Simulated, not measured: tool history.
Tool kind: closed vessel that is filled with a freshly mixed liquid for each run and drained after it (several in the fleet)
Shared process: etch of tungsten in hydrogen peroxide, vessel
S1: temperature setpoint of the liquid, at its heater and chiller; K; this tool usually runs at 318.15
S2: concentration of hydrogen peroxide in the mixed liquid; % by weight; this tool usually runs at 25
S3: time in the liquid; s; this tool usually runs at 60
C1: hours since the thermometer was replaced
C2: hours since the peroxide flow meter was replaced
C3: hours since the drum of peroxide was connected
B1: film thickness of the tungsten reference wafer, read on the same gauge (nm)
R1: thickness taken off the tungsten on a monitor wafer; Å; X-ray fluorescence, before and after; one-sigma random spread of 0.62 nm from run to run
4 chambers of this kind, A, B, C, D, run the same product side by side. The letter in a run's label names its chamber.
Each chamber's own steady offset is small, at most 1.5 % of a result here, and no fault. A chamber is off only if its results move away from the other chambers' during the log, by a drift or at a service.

{"run": "1A", "day": 0.358, "S1": 318.15, "S2": 25, "S3": 60, "C1": 697.2, "C2": 316.6, "C3": 271.9, "B1": 100, "R1": 692.15}
{"run": "2D", "day": 0.675, "S1": 318.15, "S2": 25, "S3": 60, "C1": 1035.8, "C2": 1819.5, "C3": 294.3, "B1": 100, "R1": 699.35}
{"run": "3C", "day": 1.125, "S1": 318.15, "S2": 25, "S3": 60, "C1": 302.1, "C2": 732.2, "C3": 97.8, "B1": 99.998, "R1": 686.51}
{"run": "4B", "day": 1.6, "S1": 318.15, "S2": 25, "S3": 60, "C1": 55.8, "C2": 650.5, "C3": 389.2, "B1": 100, "R1": 666.71}
{"run": "5A", "day": 2.054, "S1": 318.15, "S2": 25, "S3": 60, "C1": 737.9, "C2": 357.3, "C3": 312.6, "B1": 100.02, "R1": 676.47}
{"run": "6B", "day": 2.467, "S1": 318.15, "S2": 25, "S3": 60, "C1": 76.6, "C2": 671.3, "C3": 410, "B1": 99.984, "R1": 682.13}
{"day": 2.683, "done": "chamber A: new drum of peroxide connected"}
{"run": "7C", "day": 2.738, "S1": 318.15, "S2": 25, "S3": 60, "C1": 340.8, "C2": 770.9, "C3": 136.5, "B1": 100.01, "R1": 670.96}
{"run": "8D", "day": 3.142, "S1": 318.15, "S2": 25, "S3": 45, "C1": 1095, "C2": 1878.7, "C3": 353.5, "B1": 99.987, "R1": 518.21}
{"run": "9D", "day": 3.421, "S1": 318.15, "S2": 25, "S3": 45, "C1": 1101.7, "C2": 1885.4, "C3": 360.2, "B1": 100, "R1": 522.77}
{"run": "10C", "day": 3.675, "S1": 318.15, "S2": 25, "S3": 45, "C1": 363.3, "C2": 793.4, "C3": 159, "B1": 99.993, "R1": 509.68}
{"run": "11B", "day": 4.075, "S1": 318.15, "S2": 25, "S3": 45, "C1": 115.2, "C2": 709.9, "C3": 448.6, "B1": 100, "R1": 504.07}
{"run": "12A", "day": 4.483, "S1": 318.15, "S2": 25, "S3": 60, "C1": 796.2, "C2": 415.6, "C3": 43.3, "B1": 100, "R1": 679.55}
{"run": "13D", "day": 4.779, "S1": 310.15, "S2": 25, "S3": 90, "C1": 1134.3, "C2": 1918, "C3": 392.8, "B1": 100.01, "R1": 622.13}
{"run": "14A", "day": 5.254, "S1": 310.15, "S2": 25, "S3": 90, "C1": 814.7, "C2": 434.1, "C3": 61.8, "B1": 100.01, "R1": 605.75}
{"day": 5.396, "done": "chamber B: peroxide flow meter replaced"}
{"run": "15C", "day": 5.596, "S1": 310.15, "S2": 25, "S3": 90, "C1": 409.4, "C2": 839.5, "C3": 205.1, "B1": 100.01, "R1": 610.76}
{"run": "16B", "day": 5.958, "S1": 310.15, "S2": 25, "S3": 90, "C1": 160.4, "C2": 13.6, "C3": 493.8, "B1": 100.01, "R1": 599.76}
{"run": "17C", "day": 6.404, "S1": 318.15, "S2": 25, "S3": 60, "C1": 428.8, "C2": 858.9, "C3": 224.5, "B1": 99.993, "R1": 690.59}
{"run": "18D", "day": 6.871, "S1": 318.15, "S2": 25, "S3": 60, "C1": 1184.5, "C2": 1968.2, "C3": 443, "B1": 99.992, "R1": 702.72}
{"run": "19A", "day": 7.092, "S1": 318.15, "S2": 25, "S3": 60, "C1": 858.8, "C2": 478.2, "C3": 105.9, "B1": 100.03, "R1": 684.39}
{"day": 7.475, "done": "chamber D: peroxide flow meter replaced"}
{"run": "20B", "day": 7.533, "S1": 318.15, "S2": 25, "S3": 60, "C1": 198.2, "C2": 51.4, "C3": 531.6, "B1": 99.997, "R1": 674.73}
{"run": "21D", "day": 7.892, "S1": 327.65, "S2": 25, "S3": 60, "C1": 1209, "C2": 10.1, "C3": 467.5, "B1": 100.01, "R1": 1234.5}
{"run": "22A", "day": 8.117, "S1": 327.65, "S2": 25, "S3": 60, "C1": 883.4, "C2": 502.8, "C3": 130.5, "B1": 99.994, "R1": 1265.6}
{"run": "23B", "day": 8.333, "S1": 327.65, "S2": 25, "S3": 60, "C1": 217.4, "C2": 70.6, "C3": 550.8, "B1": 100.01, "R1": 1205.3}
{"run": "24C", "day": 8.704, "S1": 327.65, "S2": 25, "S3": 60, "C1": 484, "C2": 914.1, "C3": 279.7, "B1": 99.973, "R1": 1245.6}
{"run": "25B", "day": 8.992, "S1": 318.15, "S2": 25, "S3": 60, "C1": 233.2, "C2": 86.4, "C3": 566.6, "B1": 99.999, "R1": 693.31}
{"run": "26D", "day": 9.392, "S1": 318.15, "S2": 25, "S3": 60, "C1": 1245, "C2": 46.1, "C3": 503.5, "B1": 99.979, "R1": 701.82}
{"run": "27C", "day": 9.608, "S1": 318.15, "S2": 25, "S3": 60, "C1": 505.7, "C2": 935.8, "C3": 301.4, "B1": 100.01, "R1": 695.42}
{"run": "28A", "day": 10.038, "S1": 327.15, "S2": 25, "S3": 85, "C1": 929.5, "C2": 548.9, "C3": 176.6, "B1": 100.02, "R1": 1694.8}
{"run": "29A", "day": 10.467, "S1": 327.15, "S2": 25, "S3": 85, "C1": 939.8, "C2": 559.2, "C3": 186.9, "B1": 99.981, "R1": 1725}
{"run": "30D", "day": 10.7, "S1": 327.15, "S2": 25, "S3": 85, "C1": 1276.4, "C2": 77.5, "C3": 534.9, "B1": 99.968, "R1": 1733.6}
{"run": "31B", "day": 11.133, "S1": 327.15, "S2": 25, "S3": 85, "C1": 284.6, "C2": 137.8, "C3": 618, "B1": 99.985, "R1": 1657.5}
{"run": "32C", "day": 11.483, "S1": 318.15, "S2": 25, "S3": 60, "C1": 550.7, "C2": 980.8, "C3": 346.4, "B1": 99.996, "R1": 693.5}
{"run": "33B", "day": 11.912, "S1": 318.15, "S2": 25, "S3": 60, "C1": 303.3, "C2": 156.5, "C3": 636.7, "B1": 100.01, "R1": 673.81}
{"run": "34D", "day": 12.246, "S1": 318.15, "S2": 25, "S3": 60, "C1": 1313.5, "C2": 114.6, "C3": 572, "B1": 99.996, "R1": 707.34}
{"run": "35C", "day": 12.588, "S1": 318.15, "S2": 25, "S3": 60, "C1": 577.2, "C2": 1007.3, "C3": 372.9, "B1": 100.02, "R1": 681.84}
{"run": "36A", "day": 12.808, "S1": 318.15, "S2": 25, "S3": 60, "C1": 996, "C2": 615.4, "C3": 243.1, "B1": 99.992, "R1": 685.85}
{"run": "37B", "day": 13.283, "S1": 318.15, "S2": 25, "S3": 60, "C1": 336.2, "C2": 189.4, "C3": 669.6, "B1": 100.02, "R1": 679.39}

Next, every chamber runs the same settings. What will each give?
{"run": "38A", "day": 13.621, "S1": 318.15, "S2": 25, "S3": 80, "R1": "?"}
{"run": "38B", "day": 13.621, "S1": 318.15, "S2": 25, "S3": 80, "R1": "?"}
{"run": "38C", "day": 13.621, "S1": 318.15, "S2": 25, "S3": 80, "R1": "?"}
{"run": "38D", "day": 13.621, "S1": 318.15, "S2": 25, "S3": 80, "R1": "?"}

run=38A R1=921.65
run=38B R1=905.11
run=38C R1=911.97
run=38D R1=930.91
